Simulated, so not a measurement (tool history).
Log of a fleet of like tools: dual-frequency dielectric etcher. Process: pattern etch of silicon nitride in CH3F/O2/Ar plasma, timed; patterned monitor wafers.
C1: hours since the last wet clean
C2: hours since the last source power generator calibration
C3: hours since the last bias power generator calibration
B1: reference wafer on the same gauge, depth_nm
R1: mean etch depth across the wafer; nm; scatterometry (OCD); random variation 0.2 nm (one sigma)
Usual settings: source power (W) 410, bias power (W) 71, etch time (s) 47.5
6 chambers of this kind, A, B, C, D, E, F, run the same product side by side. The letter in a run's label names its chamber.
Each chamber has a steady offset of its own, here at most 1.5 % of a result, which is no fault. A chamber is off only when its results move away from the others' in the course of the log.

run 1D day=0.279 | source_power_(W)=410 bias_power_(W)=71 etch_time_(s)=47.5 | C1=39.8 C2=292.7 C3=1804.1 | B1=37.948 | R1=33.655
run 2C day=0.546 | source_power_(W)=410 bias_power_(W)=71 etch_time_(s)=47.5 | C1=90.7 C2=1781.3 C3=1553.7 | B1=37.883 | R1=33.422
run 3A day=0.833 | source_power_(W)=410 bias_power_(W)=71 etch_time_(s)=47.5 | C1=174.0 C2=1632.6 C3=2395.2 | B1=37.911 | R1=33.755
run 4F day=1.000 | source_power_(W)=410 bias_power_(W)=71 etch_time_(s)=47.5 | C1=260.3 C2=327.0 C3=2411.9 | B1=37.932 | R1=33.654
run 5B day=1.142 | source_power_(W)=410 bias_power_(W)=71 etch_time_(s)=47.5 | C1=339.1 C2=504.3 C3=2720.8 | B1=37.973 | R1=33.116
-- day=1.146 chamber B: wet clean of the chamber
run 6E day=1.346 | source_power_(W)=410 bias_power_(W)=71 etch_time_(s)=47.5 | C1=401.1 C2=2287.0 C3=707.3 | B1=37.912 | R1=33.317
run 7B day=1.483 | source_power_(W)=410 bias_power_(W)=71 etch_time_(s)=47.5 | C1=8.2 C2=512.5 C3=2729.0 | B1=37.941 | R1=33.263
run 8C day=1.662 | source_power_(W)=410 bias_power_(W)=71 etch_time_(s)=47.5 | C1=117.5 C2=1808.1 C3=1580.5 | B1=37.901 | R1=33.507
run 9A day=1.804 | source_power_(W)=410 bias_power_(W)=71 etch_time_(s)=47.5 | C1=197.3 C2=1655.9 C3=2418.5 | B1=37.871 | R1=33.530
-- day=1.996 chamber E: wet clean of the chamber
run 10E day=2.067 | source_power_(W)=410 bias_power_(W)=71 etch_time_(s)=47.5 | C1=1.7 C2=2304.3 C3=724.6 | B1=37.911 | R1=33.543
-- day=2.092 chamber F: bias power generator calibrated
run 11D day=2.358 | source_power_(W)=410 bias_power_(W)=71 etch_time_(s)=47.5 | C1=89.7 C2=342.6 C3=1854.0 | B1=37.901 | R1=33.620
run 12F day=2.546 | source_power_(W)=410 bias_power_(W)=71 etch_time_(s)=47.5 | C1=297.4 C2=364.1 C3=11.0 | B1=37.858 | R1=33.671
run 13B day=2.754 | source_power_(W)=410 bias_power_(W)=71 etch_time_(s)=47.5 | C1=38.7 C2=543.0 C3=2759.5 | B1=37.889 | R1=33.289
run 14C day=2.979 | source_power_(W)=410 bias_power_(W)=71 etch_time_(s)=47.5 | C1=149.1 C2=1839.7 C3=1612.1 | B1=37.918 | R1=33.244
run 15A day=3.192 | source_power_(W)=410 bias_power_(W)=71 etch_time_(s)=47.5 | C1=230.6 C2=1689.2 C3=2451.8 | B1=37.995 | R1=34.029
run 16F day=3.400 | source_power_(W)=410 bias_power_(W)=71 etch_time_(s)=47.5 | C1=317.9 C2=384.6 C3=31.5 | B1=37.947 | R1=33.521
-- day=3.450 chamber A: bias power generator calibrated
run 17D day=3.529 | source_power_(W)=410 bias_power_(W)=71 etch_time_(s)=47.5 | C1=117.8 C2=370.7 C3=1882.1 | B1=37.894 | R1=33.786
run 18E day=3.808 | source_power_(W)=410 bias_power_(W)=71 etch_time_(s)=47.5 | C1=43.5 C2=2346.1 C3=766.4 | B1=37.933 | R1=33.410
run 19E day=4.025 | source_power_(W)=410 bias_power_(W)=71 etch_time_(s)=47.5 | C1=48.7 C2=2351.3 C3=771.6 | B1=37.950 | R1=33.515
run 20A day=4.229 | source_power_(W)=410 bias_power_(W)=71 etch_time_(s)=47.5 | C1=255.5 C2=1714.1 C3=18.8 | B1=37.960 | R1=34.215
run 21C day=4.517 | source_power_(W)=410 bias_power_(W)=71 etch_time_(s)=47.5 | C1=186.0 C2=1876.6 C3=1649.0 | B1=37.876 | R1=33.088
run 22D day=4.692 | source_power_(W)=460 bias_power_(W)=71 etch_time_(s)=47.5 | C1=145.7 C2=398.6 C3=1910.0 | B1=37.869 | R1=34.906
run 23F day=4.850 | source_power_(W)=460 bias_power_(W)=71 etch_time_(s)=47.5 | C1=352.7 C2=419.4 C3=66.3 | B1=37.921 | R1=35.038
run 24B day=4.992 | source_power_(W)=460 bias_power_(W)=71 etch_time_(s)=47.5 | C1=92.4 C2=596.7 C3=2813.2 | B1=37.867 | R1=34.712
run 25E day=5.208 | source_power_(W)=460 bias_power_(W)=71 etch_time_(s)=47.5 | C1=77.1 C2=2379.7 C3=800.0 | B1=37.939 | R1=34.829
run 26D day=5.433 | source_power_(W)=460 bias_power_(W)=71 etch_time_(s)=47.5 | C1=163.5 C2=416.4 C3=1927.8 | B1=37.898 | R1=35.204
run 27A day=5.625 | source_power_(W)=460 bias_power_(W)=71 etch_time_(s)=47.5 | C1=289.0 C2=1747.6 C3=52.3 | B1=37.934 | R1=36.195
run 28B day=5.808 | source_power_(W)=410 bias_power_(W)=71 etch_time_(s)=47.5 | C1=112.0 C2=616.3 C3=2832.8 | B1=37.860 | R1=33.660
run 29C day=6.000 | source_power_(W)=360 bias_power_(W)=66 etch_time_(s)=47.5 | C1=221.6 C2=1912.2 C3=1684.6 | B1=37.865 | R1=31.131
run 30F day=6.142 | source_power_(W)=360 bias_power_(W)=66 etch_time_(s)=47.5 | C1=383.7 C2=450.4 C3=97.3 | B1=37.878 | R1=31.430
run 31F day=6.275 | source_power_(W)=360 bias_power_(W)=66 etch_time_(s)=47.5 | C1=386.9 C2=453.6 C3=100.5 | B1=37.930 | R1=31.294
run 32E day=6.412 | source_power_(W)=360 bias_power_(W)=66 etch_time_(s)=47.5 | C1=106.0 C2=2408.6 C3=828.9 | B1=37.904 | R1=31.010
run 33C day=6.633 | source_power_(W)=360 bias_power_(W)=66 etch_time_(s)=47.5 | C1=236.8 C2=1927.4 C3=1699.8 | B1=37.925 | R1=31.266
run 34B day=6.842 | source_power_(W)=360 bias_power_(W)=66 etch_time_(s)=47.5 | C1=136.8 C2=641.1 C3=2857.6 | B1=37.919 | R1=30.773
run 35D day=6.988 | source_power_(W)=410 bias_power_(W)=71 etch_time_(s)=47.5 | C1=200.8 C2=453.7 C3=1965.1 | B1=37.910 | R1=33.453
run 36A day=7.171 | source_power_(W)=410 bias_power_(W)=71 etch_time_(s)=47.5 | C1=326.1 C2=1784.7 C3=89.4 | B1=37.861 | R1=35.138
run 37E day=7.462 | source_power_(W)=410 bias_power_(W)=71 etch_time_(s)=47.5 | C1=131.2 C2=2433.8 C3=854.1 | B1=37.813 | R1=34.206

All 6 chambers run these settings next. Forecast each chamber's results:
run 38A day=7.675 | source_power_(W)=410 bias_power_(W)=71 etch_time_(s)=47.5 | R1=?
run 38B day=7.675 | source_power_(W)=410 bias_power_(W)=71 etch_time_(s)=47.5 | R1=?
run 38C day=7.675 | source_power_(W)=410 bias_power_(W)=71 etch_time_(s)=47.5 | R1=?
run 38D day=7.675 | source_power_(W)=410 bias_power_(W)=71 etch_time_(s)=47.5 | R1=?
run 38E day=7.675 | source_power_(W)=410 bias_power_(W)=71 etch_time_(s)=47.5 | R1=?
run 38F day=7.675 | source_power_(W)=410 bias_power_(W)=71 etch_time_(s)=47.5 | R1=?

run=38A R1=35.118
run=38B R1=33.164
run=38C R1=33.419
run=38D R1=33.520
run=38E R1=33.531
run=38F R1=34.066
